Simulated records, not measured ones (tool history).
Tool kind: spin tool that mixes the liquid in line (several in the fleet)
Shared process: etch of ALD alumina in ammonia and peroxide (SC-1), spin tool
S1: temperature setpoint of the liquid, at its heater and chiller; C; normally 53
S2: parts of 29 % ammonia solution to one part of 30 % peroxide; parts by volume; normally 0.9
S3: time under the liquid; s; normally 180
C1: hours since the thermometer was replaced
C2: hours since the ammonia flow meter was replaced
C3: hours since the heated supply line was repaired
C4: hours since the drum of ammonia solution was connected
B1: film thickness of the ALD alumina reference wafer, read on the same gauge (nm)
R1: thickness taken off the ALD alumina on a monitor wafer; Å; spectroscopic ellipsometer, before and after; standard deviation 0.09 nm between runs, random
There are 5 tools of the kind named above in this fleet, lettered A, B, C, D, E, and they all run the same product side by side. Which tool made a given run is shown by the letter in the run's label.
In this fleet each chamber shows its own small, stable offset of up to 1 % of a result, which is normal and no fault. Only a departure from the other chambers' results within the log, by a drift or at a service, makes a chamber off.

run 1E hour=6.4 | S1=53 S2=0.9 S3=180 | C1=22.5 C2=693.3 C3=1932 C4=227 | B1=139.98 | R1=91.9
run 2D hour=13.1 | S1=53 S2=0.9 S3=180 | C1=18.8 C2=288.5 C3=1375.7 C4=144.3 | B1=139.98 | R1=90.805
run 3C hour=20.2 | S1=53 S2=0.9 S3=180 | C1=482.9 C2=1312.3 C3=377.4 C4=227.9 | B1=140.02 | R1=91.089
run 4A hour=27 | S1=53 S2=0.9 S3=180 | C1=377.7 C2=229.2 C3=3484.7 C4=309.9 | B1=139.99 | R1=91.396
-- hour=27.5 chamber A: heated supply line repaired
run 5B hour=33.3 | S1=53 S2=0.9 S3=180 | C1=182.5 C2=457.3 C3=2661.1 C4=444.2 | B1=140.01 | R1=90.755
run 6A hour=37.7 | S1=53 S2=0.9 S3=180 | C1=388.4 C2=239.9 C3=10.3 C4=320.6 | B1=139.98 | R1=91.001
run 7B hour=44.1 | S1=53 S2=0.9 S3=180 | C1=193.3 C2=468.1 C3=2671.9 C4=455 | B1=140.01 | R1=89.88
run 8C hour=48.2 | S1=53 S2=0.9 S3=180 | C1=510.9 C2=1340.3 C3=405.4 C4=255.9 | B1=140 | R1=91.827
run 9E hour=52.9 | S1=53 S2=0.9 S3=180 | C1=69 C2=739.8 C3=1978.5 C4=273.5 | B1=140.01 | R1=89.645
run 10D hour=56.4 | S1=53 S2=0.9 S3=180 | C1=62.1 C2=331.8 C3=1419 C4=187.6 | B1=139.99 | R1=91.544
run 11B hour=59.9 | S1=53 S2=0.9 S3=180 | C1=209.1 C2=483.9 C3=2687.7 C4=470.8 | B1=139.99 | R1=92.243
run 12C hour=67.2 | S1=53 S2=0.9 S3=180 | C1=529.9 C2=1359.3 C3=424.4 C4=274.9 | B1=139.98 | R1=90.224
-- hour=67.4 chamber C: thermometer replaced
run 13D hour=70.9 | S1=53 S2=0.9 S3=180 | C1=76.6 C2=346.3 C3=1433.5 C4=202.1 | B1=140.01 | R1=91.28
run 14E hour=74.4 | S1=53 S2=0.9 S3=180 | C1=90.5 C2=761.3 C3=2000 C4=295 | B1=140 | R1=90.751
run 15A hour=80.3 | S1=53 S2=0.9 S3=180 | C1=431 C2=282.5 C3=52.9 C4=363.2 | B1=140.01 | R1=90.396
run 16A hour=87.4 | S1=53 S2=0.9 S3=180 | C1=438.1 C2=289.6 C3=60 C4=370.3 | B1=140 | R1=90.366
run 17B hour=93.5 | S1=46 S2=0.9 S3=275 | C1=242.7 C2=517.5 C3=2721.3 C4=504.4 | B1=139.99 | R1=94.707
run 18D hour=96.9 | S1=46 S2=0.9 S3=275 | C1=102.6 C2=372.3 C3=1459.5 C4=228.1 | B1=140.01 | R1=93.619
run 19C hour=103.9 | S1=46 S2=0.9 S3=275 | C1=36.5 C2=1396 C3=461.1 C4=311.6 | B1=140.01 | R1=94.755
run 20E hour=109.6 | S1=46 S2=0.9 S3=275 | C1=125.7 C2=796.5 C3=2035.2 C4=330.2 | B1=140.03 | R1=94.183
run 21B hour=112.8 | S1=46 S2=0.9 S3=275 | C1=262 C2=536.8 C3=2740.6 C4=523.7 | B1=140 | R1=93.818
run 22D hour=118.7 | S1=53 S2=0.9 S3=180 | C1=124.4 C2=394.1 C3=1481.3 C4=249.9 | B1=139.98 | R1=89.47
run 23A hour=125.7 | S1=53 S2=0.9 S3=180 | C1=476.4 C2=327.9 C3=98.3 C4=408.6 | B1=139.98 | R1=87.632
run 24C hour=130.6 | S1=53 S2=0.9 S3=180 | C1=63.2 C2=1422.7 C3=487.8 C4=338.3 | B1=140.01 | R1=92.089
run 25E hour=136.7 | S1=53 S2=0.9 S3=180 | C1=152.8 C2=823.6 C3=2062.3 C4=357.3 | B1=140.01 | R1=91.278
run 26E hour=141 | S1=53 S2=0.9 S3=180 | C1=157.1 C2=827.9 C3=2066.6 C4=361.6 | B1=139.98 | R1=91.951
run 27A hour=144.4 | S1=53 S2=0.9 S3=180 | C1=495.1 C2=346.6 C3=117 C4=427.3 | B1=140.01 | R1=89.29
run 28D hour=150.3 | S1=53 S2=0.9 S3=180 | C1=156 C2=425.7 C3=1512.9 C4=281.5 | B1=140.01 | R1=91.611
run 29B hour=156.9 | S1=53 S2=0.9 S3=180 | C1=306.1 C2=580.9 C3=2784.7 C4=567.8 | B1=139.99 | R1=91.092
run 30C hour=160.7 | S1=53 S2=0.9 S3=180 | C1=93.3 C2=1452.8 C3=517.9 C4=368.4 | B1=140.04 | R1=91.418
run 31A hour=165.1 | S1=53 S2=0.9 S3=180 | C1=515.8 C2=367.3 C3=137.7 C4=448 | B1=140 | R1=88.067
run 32D hour=171.8 | S1=53 S2=0.9 S3=180 | C1=177.5 C2=447.2 C3=1534.4 C4=303 | B1=140 | R1=91.031
run 33E hour=178.3 | S1=53 S2=0.9 S3=180 | C1=194.4 C2=865.2 C3=2103.9 C4=398.9 | B1=140.01 | R1=91.496
run 34C hour=182.2 | S1=53 S2=0.9 S3=180 | C1=114.8 C2=1474.3 C3=539.4 C4=389.9 | B1=140.02 | R1=92.656
run 35B hour=188.1 | S1=53 S2=0.9 S3=180 | C1=337.3 C2=612.1 C3=2815.9 C4=599 | B1=140 | R1=90.996
run 36D hour=194.2 | S1=53 S2=0.9 S3=180 | C1=199.9 C2=469.6 C3=1556.8 C4=325.4 | B1=140.02 | R1=90.866
run 37C hour=201.1 | S1=53 S2=0.9 S3=180 | C1=133.7 C2=1493.2 C3=558.3 C4=408.8 | B1=140.01 | R1=92.718

Read the log: is a single chamber off, either drifting away or since a service, is the gauge that measures every chamber drifting, or is nothing wrong beyond small per-chamber offsets? Name any odd chamber and what most likely caused it.

Chamber A drifts away from the others.
Cause: liquid colder than its thermometer reads (K) = 1.08.

Which of the 4 candidates below, each the usual settings with something changed and its results left as question marks, puts chamber A back in line with what the other chambers give on the usual settings?
In line here means within this much of the mean the other chambers give on the usual settings: R1 3.1 Å
run 38A-1 hour=206.3 | S1=52 S2=0.9 S3=180 | R1=?
run 38A-2 hour=206.3 | S1=51 S2=0.9 S3=180 | R1=?
run 38A-3 hour=206.3 | S1=53 S2=0.9 S3=190 | R1=?
run 38A-4 hour=206.3 | S1=54 S2=0.9 S3=190 | R1=?

Mean of the other chambers on the usual settings: R1 91 Å
run=38A-1 R1=82.53
run=38A-2 R1=78.128
run=38A-3 R1=91.987
run=38A-4 R1=97.096
38A-3 is the one that brings the chamber's results back in line with the other chambers.

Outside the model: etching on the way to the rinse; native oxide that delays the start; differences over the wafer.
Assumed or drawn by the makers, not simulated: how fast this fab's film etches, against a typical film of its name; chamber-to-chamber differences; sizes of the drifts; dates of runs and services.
